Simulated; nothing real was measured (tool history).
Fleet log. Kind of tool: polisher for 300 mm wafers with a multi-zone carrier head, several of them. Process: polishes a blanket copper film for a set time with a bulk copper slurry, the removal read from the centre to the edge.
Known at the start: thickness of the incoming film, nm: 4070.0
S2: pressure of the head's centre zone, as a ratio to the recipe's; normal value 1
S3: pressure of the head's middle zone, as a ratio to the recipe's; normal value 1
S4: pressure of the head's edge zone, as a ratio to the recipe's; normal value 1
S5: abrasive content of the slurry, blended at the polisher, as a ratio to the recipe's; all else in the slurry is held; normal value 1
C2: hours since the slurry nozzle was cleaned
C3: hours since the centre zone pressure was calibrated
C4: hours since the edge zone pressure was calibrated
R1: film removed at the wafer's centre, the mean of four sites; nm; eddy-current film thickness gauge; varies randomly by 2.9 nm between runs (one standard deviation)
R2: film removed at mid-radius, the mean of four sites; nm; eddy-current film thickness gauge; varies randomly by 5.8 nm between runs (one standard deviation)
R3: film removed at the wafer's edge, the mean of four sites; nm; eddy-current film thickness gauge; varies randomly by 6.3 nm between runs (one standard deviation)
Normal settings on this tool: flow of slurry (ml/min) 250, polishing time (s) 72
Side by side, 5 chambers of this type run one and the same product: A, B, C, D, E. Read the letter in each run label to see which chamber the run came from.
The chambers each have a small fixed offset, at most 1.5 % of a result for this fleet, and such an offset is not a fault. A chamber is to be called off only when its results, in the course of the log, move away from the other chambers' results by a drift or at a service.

At hour 4.3: chamber A: slurry nozzle cleaned.
Run 1B, hour 7.4: usual settings; wafers polished on this pad 362; C2 116.1; C3 579.7; C4 909.9. Result: R1 449.85 nm, R2 456.88 nm, R3 448.43 nm.
At hour 12.8: chamber D: edge zone pressure recalibrated.
At hour 13.8: chamber C: worn pad replaced by a new one.
Run 2C, hour 19.5: usual settings; wafers polished on this pad 37; C2 321.5; C3 621.6; C4 192.9. Result: R1 442.52 nm, R2 448.01 nm, R3 453.57 nm.
Run 3A, hour 33.6: usual settings; wafers polished on this pad 789; C2 29.4; C3 573.2; C4 768.3. Result: R1 454.08 nm, R2 449.77 nm, R3 460.08 nm.
At hour 43.7: chamber A: edge zone pressure recalibrated.
Run 4D, hour 49.8: usual settings; wafers polished on this pad 927; C2 181.7; C3 1216.6; C4 37. Result: R1 444.43 nm, R2 448.39 nm, R3 453.79 nm.
At hour 57: chamber E: worn pad replaced by a new one.
Run 5E, hour 62.7: usual settings; wafers polished on this pad 36; C2 601.4; C3 338.9; C4 241. Result: R1 449.38 nm, R2 446.76 nm, R3 445.92 nm.
At hour 70.2: chamber B: centre zone pressure recalibrated.
Run 6D, hour 70.7: usual settings; wafers polished on this pad 1062; C2 202.6; C3 1237.5; C4 57.9. Result: R1 448.25 nm, R2 457.19 nm, R3 459.18 nm.
At hour 76.3: chamber B: edge zone pressure recalibrated.
Run 7B, hour 85.7: usual settings; wafers polished on this pad 866; C2 194.4; C3 15.6; C4 9.5. Result: R1 446.8 nm, R2 456.19 nm, R3 446.44 nm.
Run 8C, hour 93.2: usual settings; wafers polished on this pad 511; C2 395.2; C3 695.3; C4 266.6. Result: R1 449.54 nm, R2 455.46 nm, R3 456.86 nm.
Run 9E, hour 105.2: usual settings but S3 1.05, S5 0.9; wafers polished on this pad 310; C2 643.9; C3 381.4; C4 283.5. Result: R1 439.72 nm, R2 458.73 nm, R3 441.87 nm.
At hour 105.6: chamber D: worn pad replaced by a new one.
At hour 110.4: chamber A: worn pad replaced by a new one.
Run 10A, hour 114.7: usual settings but S3 1.05, S5 0.9; wafers polished on this pad 28; C2 110.5; C3 654.3; C4 71.1. Result: R1 445.31 nm, R2 456.45 nm, R3 432.08 nm.
Run 11E, hour 122.1: usual settings but S3 1.05, S5 0.9; wafers polished on this pad 419; C2 660.8; C3 398.3; C4 300.4. Result: R1 437.32 nm, R2 460.16 nm, R3 441.89 nm.
Run 12B, hour 132: usual settings but S3 1.05, S5 0.9; wafers polished on this pad 1164; C2 240.7; C3 61.9; C4 55.8. Result: R1 445.67 nm, R2 463.22 nm, R3 428.61 nm.
At hour 136.7: chamber C: worn pad replaced by a new one.
Run 13D, hour 147.9: usual settings but S3 1.05, S5 0.9; wafers polished on this pad 272; C2 279.8; C3 1314.7; C4 135.1. Result: R1 427.74 nm, R2 474.95 nm, R3 434.1 nm.
At hour 150.2: chamber C: edge zone pressure recalibrated.
At hour 150.9: chamber C: centre zone pressure recalibrated.
Run 14A, hour 162.2: usual settings but flow of slurry (ml/min) 220, S3 1.05; wafers polished on this pad 333; C2 158; C3 701.8; C4 118.6. Result: R1 446.74 nm, R2 472.19 nm, R3 432.57 nm.
Run 15C, hour 171.4: usual settings but flow of slurry (ml/min) 220, S3 1.05; wafers polished on this pad 223; C2 473.4; C3 20.6; C4 21.3. Result: R1 443.31 nm, R2 466.28 nm, R3 436.36 nm.
At hour 181.7: chamber C: slurry nozzle cleaned.
Run 16E, hour 187.5: usual settings but flow of slurry (ml/min) 220, S3 1.05; wafers polished on this pad 840; C2 726.2; C3 463.7; C4 365.8. Result: R1 440.5 nm, R2 469.8 nm, R3 439.8 nm.
At hour 188.7: chamber D: centre zone pressure recalibrated.
Run 17D, hour 201.4: usual settings but flow of slurry (ml/min) 220, S3 1.05; wafers polished on this pad 616; C2 333.3; C3 12.7; C4 188.6. Result: R1 437.66 nm, R2 456.05 nm, R3 444.05 nm.
At hour 208.6: chamber E: worn pad replaced by a new one.
Run 18A, hour 213.1: usual settings but flow of slurry (ml/min) 220, S3 1.05; wafers polished on this pad 661; C2 208.9; C3 752.7; C4 169.5. Result: R1 446.01 nm, R2 452.62 nm, R3 446.75 nm.
At hour 216.3: chamber E: slurry nozzle cleaned.
Run 19C, hour 223.6: usual settings; wafers polished on this pad 559; C2 42; C3 72.8; C4 73.5. Result: R1 449.56 nm, R2 441.84 nm, R3 450.62 nm.
At hour 225.1: chamber B: slurry nozzle cleaned.
At hour 229.1: chamber E: centre zone pressure recalibrated.
Run 20B, hour 236: usual settings but S4 0.95; wafers polished on this pad 1833; C2 10.9; C3 165.9; C4 159.8. Result: R1 435.99 nm, R2 440.39 nm, R3 422.17 nm.
Run 21C, hour 248.7: usual settings but S4 0.95; wafers polished on this pad 721; C2 67.1; C3 97.9; C4 98.6. Result: R1 452.82 nm, R2 447.83 nm, R3 436.94 nm.
Run 22A, hour 259.5: usual settings but S4 0.95; wafers polished on this pad 960; C2 255.3; C3 799.1; C4 215.9. Result: R1 459.41 nm, R2 459.53 nm, R3 422.77 nm.
Run 23E, hour 271: usual settings but S4 0.95; wafers polished on this pad 401; C2 54.7; C3 41.9; C4 449.3. Result: R1 451.15 nm, R2 448.95 nm, R3 434.16 nm.
Run 24B, hour 279.6: usual settings but S4 0.95; wafers polished on this pad 2114; C2 54.5; C3 209.5; C4 203.4. Result: R1 437.35 nm, R2 445.27 nm, R3 425.15 nm.
At hour 290.6: chamber D: worn pad replaced by a new one.
At hour 291.4: chamber C: worn pad replaced by a new one.
Run 25D, hour 295.3: usual settings; wafers polished on this pad 30; C2 427.2; C3 106.6; C4 282.5. Result: R1 441.78 nm, R2 456.15 nm, R3 451.32 nm.
At hour 305: chamber D: slurry nozzle cleaned.
Run 26B, hour 306.7: usual settings but flow of slurry (ml/min) 330, S2 0.91; wafers polished on this pad 2288; C2 81.6; C3 236.6; C4 230.5. Result: R1 396.31 nm, R2 451.24 nm, R3 438.57 nm.
Run 27C, hour 322.2: usual settings but flow of slurry (ml/min) 330, S2 0.91; wafers polished on this pad 198; C2 140.6; C3 171.4; C4 172.1. Result: R1 421.02 nm, R2 473.77 nm, R3 474.06 nm.
At hour 323.4: chamber A: worn pad replaced by a new one.
Run 28D, hour 331.2: usual settings but flow of slurry (ml/min) 330, S2 0.91; wafers polished on this pad 261; C2 26.2; C3 142.5; C4 318.4. Result: R1 414.18 nm, R2 468.93 nm, R3 458.01 nm.
Run 29E, hour 345.7: usual settings but flow of slurry (ml/min) 330, S2 0.91; wafers polished on this pad 882; C2 129.4; C3 116.6; C4 524. Result: R1 415.36 nm, R2 467.52 nm, R3 453.13 nm.
Run 30A, hour 360.1: usual settings but flow of slurry (ml/min) 330, S2 0.91; wafers polished on this pad 236; C2 355.9; C3 899.7; C4 316.5. Result: R1 425.03 nm, R2 469.54 nm, R3 465.07 nm.
At hour 370.1: chamber E: worn pad replaced by a new one.
Run 31D, hour 374.4: usual settings; wafers polished on this pad 539; C2 69.4; C3 185.7; C4 361.6. Result: R1 443.76 nm, R2 455.86 nm, R3 436.02 nm.
Run 32E, hour 390.1: usual settings; wafers polished on this pad 129; C2 173.8; C3 161; C4 568.4. Result: R1 445.66 nm, R2 454.75 nm, R3 454.7 nm.
Run 33C, hour 402.1: usual settings; wafers polished on this pad 712; C2 220.5; C3 251.3; C4 252. Result: R1 447.21 nm, R2 442.18 nm, R3 452.95 nm.

Is one chamber off against the others, does the gauge drift, or is nothing wrong? If a chamber is off, say which, and what the likeliest cause is.

It is chamber B that slowly wanders off from its peers.
Likeliest cause: removal rate lost through wear of the pad, % = 6.97.

Chamber B could run next with any of the 4 candidate recipes listed below; each alters the usual settings, and their results appear as question marks. Which one brings its results back in line with what the other chambers deliver on the usual settings?
Allowed miss from the other chambers' usual-settings mean, per result, to count as in line: R1 10 nm; R2 20 nm; R3 22 nm
Run 34B-1, hour 413.9: usual settings but flow of slurry (ml/min) 245, S4 0.99, polishing time (s) 63. Result: R1 ?, R2 ?, R3 ?.
Run 34B-2, hour 413.9: usual settings but flow of slurry (ml/min) 255, S3 1.01, S4 1.01, polishing time (s) 82. Result: R1 ?, R2 ?, R3 ?.
Run 34B-3, hour 413.9: usual settings but polishing time (s) 67. Result: R1 ?, R2 ?, R3 ?.
Run 34B-4, hour 413.9: usual settings but polishing time (s) 77. Result: R1 ?, R2 ?, R3 ?.

Other chambers, usual settings, mean: R1 448.81 nm; R2 451.18 nm; R3 449.66 nm
  run      R1      R2      R3
34B-1  364.57  363.07  361.71
34B-2     477  479.18  477.37
34B-3  388.73  387.03   387.4
34B-4  446.75   444.8  445.22
With 34B-4, the chamber falls back in line with the rest.
